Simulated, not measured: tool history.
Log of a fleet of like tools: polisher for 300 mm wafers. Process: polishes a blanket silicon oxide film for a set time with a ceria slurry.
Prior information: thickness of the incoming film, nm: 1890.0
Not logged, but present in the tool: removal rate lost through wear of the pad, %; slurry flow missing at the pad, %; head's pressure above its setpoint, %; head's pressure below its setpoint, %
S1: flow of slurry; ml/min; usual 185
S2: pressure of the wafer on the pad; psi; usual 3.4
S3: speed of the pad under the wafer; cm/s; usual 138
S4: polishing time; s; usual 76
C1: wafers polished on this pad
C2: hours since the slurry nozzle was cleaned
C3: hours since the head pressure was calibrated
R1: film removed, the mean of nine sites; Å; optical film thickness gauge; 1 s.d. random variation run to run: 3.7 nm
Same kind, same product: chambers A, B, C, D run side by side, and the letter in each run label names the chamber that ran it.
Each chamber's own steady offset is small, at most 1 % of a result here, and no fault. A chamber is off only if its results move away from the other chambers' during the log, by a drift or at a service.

run	hour	S1	S2	S3	S4	C1	C2	C3	R1
# hour 0.1: chamber C: worn pad replaced by a new one
# hour 1.6: chamber B: head pressure recalibrated
# hour 4.4: chamber D: slurry nozzle cleaned
# hour 5.6: chamber D: worn pad replaced by a new one
1D	6.8	185	3.4	138	76	11	2.4	690.4	4098.6
2C	15.7	185	3.4	138	76	149	558	1057.8	4101.8
# hour 16: chamber B: worn pad replaced by a new one
3A	24.1	185	3.4	138	76	306	226.7	208.7	4072.5
4B	29.7	185	3.4	138	76	130	222.2	28.2	4102.9
5B	37.5	185	3.4	168	76	205	230	36	4951.4
6D	45.3	185	3.4	168	76	378	40.9	728.9	4961.1
7A	51.5	185	3.4	168	76	567	254.1	236.1	4891.7
# hour 53.1: chamber A: worn pad replaced by a new one
# hour 56.9: chamber C: worn pad replaced by a new one
8C	60.1	185	3.4	168	76	30	602.4	1102.2	4927.5
9A	64.6	185	3.4	138	76	109	267.2	249.2	4060.8
# hour 66.9: chamber D: worn pad replaced by a new one
10D	69.3	185	3.4	138	76	23	64.9	752.9	4083.9
# hour 75.1: chamber B: worn pad replaced by a new one
11C	78.2	185	4.4	138	97	203	620.5	1120.3	6762.6
12B	85.1	185	4.4	138	97	95	277.6	83.6	6731
13D	91.9	185	4.4	138	97	238	87.5	775.5	6755
# hour 94.8: chamber D: head pressure recalibrated
14A	96.1	185	4.4	138	97	409	298.7	280.7	6784.2
15B	101.6	185	3.4	138	76	252	294.1	100.1	4104
# hour 105.7: chamber C: worn pad replaced by a new one
16C	110.6	185	3.4	138	76	47	652.9	1152.7	4014
# hour 111.4: chamber B: slurry nozzle cleaned
17A	117.9	185	3.4	138	76	617	320.5	302.5	4123.3
# hour 123.1: chamber D: worn pad replaced by a new one
# hour 123.9: chamber A: worn pad replaced by a new one
18D	126.2	145	3.4	154	76	29	121.8	31.5	4314.9
# hour 132.6: chamber B: worn pad replaced by a new one
19C	133.3	145	3.4	154	76	263	675.6	1175.4	4390.4
20B	139.2	145	3.4	154	76	63	27.9	137.7	4453.4
21D	146.8	145	3.4	154	76	225	142.4	52.1	4418.9
22B	154.3	185	3.4	138	76	207	43	152.8	4037.8
# hour 158.3: chamber C: worn pad replaced by a new one
23A	161.6	185	3.4	138	76	359	364.2	346.2	4038.1
24C	166.1	185	3.4	138	76	74	708.4	1208.2	4087.5
25D	172.7	185	3.4	138	76	472	168.3	78	4124.3
# hour 175: chamber D: worn pad replaced by a new one
# hour 181.5: chamber C: head pressure recalibrated
26B	182.1	185	3.4	138	76	472	70.8	180.6	4022.8
27C	186.5	185	3.4	138	76	268	728.8	5	3678.1
# hour 191: chamber A: worn pad replaced by a new one
28A	191.1	185	3.4	180	76	1	393.7	375.7	5307.6
# hour 198.1: chamber B: worn pad replaced by a new one
29A	199	185	3.4	180	76	76	401.6	383.6	5375.4
# hour 204.2: chamber C: slurry nozzle cleaned
30C	204.5	185	3.4	180	76	440	0.4	23	4788.8
31B	210	185	3.4	180	76	113	98.7	208.5	5330.3
32D	215.1	185	3.4	138	76	382	210.7	120.4	4027.9
# hour 218.5: chamber C: worn pad replaced by a new one
33B	223.2	185	3.4	138	76	239	111.9	221.7	4143.3
34C	229.1	185	3.4	138	76	101	25	47.6	3667.2
# hour 236: chamber D: worn pad replaced by a new one
# hour 236.2: chamber D: slurry nozzle cleaned
35A	237.2	185	3.4	138	76	440	439.8	421.8	4052.6
# hour 241.3: chamber A: head pressure recalibrated
36D	245.9	185	3.4	138	76	94	9.7	151.2	4164
# hour 249.7: chamber A: worn pad replaced by a new one
37A	251.9	185	3.4	138	76	21	454.5	10.6	4090.3
# hour 260: chamber B: worn pad replaced by a new one
38C	261.6	185	3.4	138	76	411	57.5	80.1	3687.2
39B	268.9	185	3.4	138	76	85	157.6	267.4	4118.8
# hour 272.5: chamber C: worn pad replaced by a new one
40D	275.8	185	3.4	138	76	379	39.6	181.1	4150.7
41C	280.7	185	3.4	138	76	78	76.6	99.2	3621.1

Does one chamber stand apart from the rest, does the shared gauge drift, or is all well apart from small per-chamber offsets? Give the chamber and the most likely cause, where there is one.

Chamber C came out of a service off from its peers and stayed that way.
What lies behind it: head's pressure below its setpoint, % = 9.84.

Below are 4 candidate recipes for chamber C's next run, each the usual settings with a change, their results shown as question marks. Which of them brings C's results back in line with what the other chambers give on the usual settings?
In line here means within this much of the mean the other chambers give on the usual settings: R1 130 Å
42C-1	287.5	185	3.6	138	76				?
42C-2	287.5	185	3.4	138	68				?
42C-3	287.5	185	3.3	136	75				?
42C-4	287.5	185	3.5	142	79				?

On the usual settings, the other chambers give on average: R1 4087 Å
run	R1
42C-1	3864.1
42C-2	3266.9
42C-3	3446.9
42C-4	4020.6
With 42C-4, the chamber falls back in line with the rest.
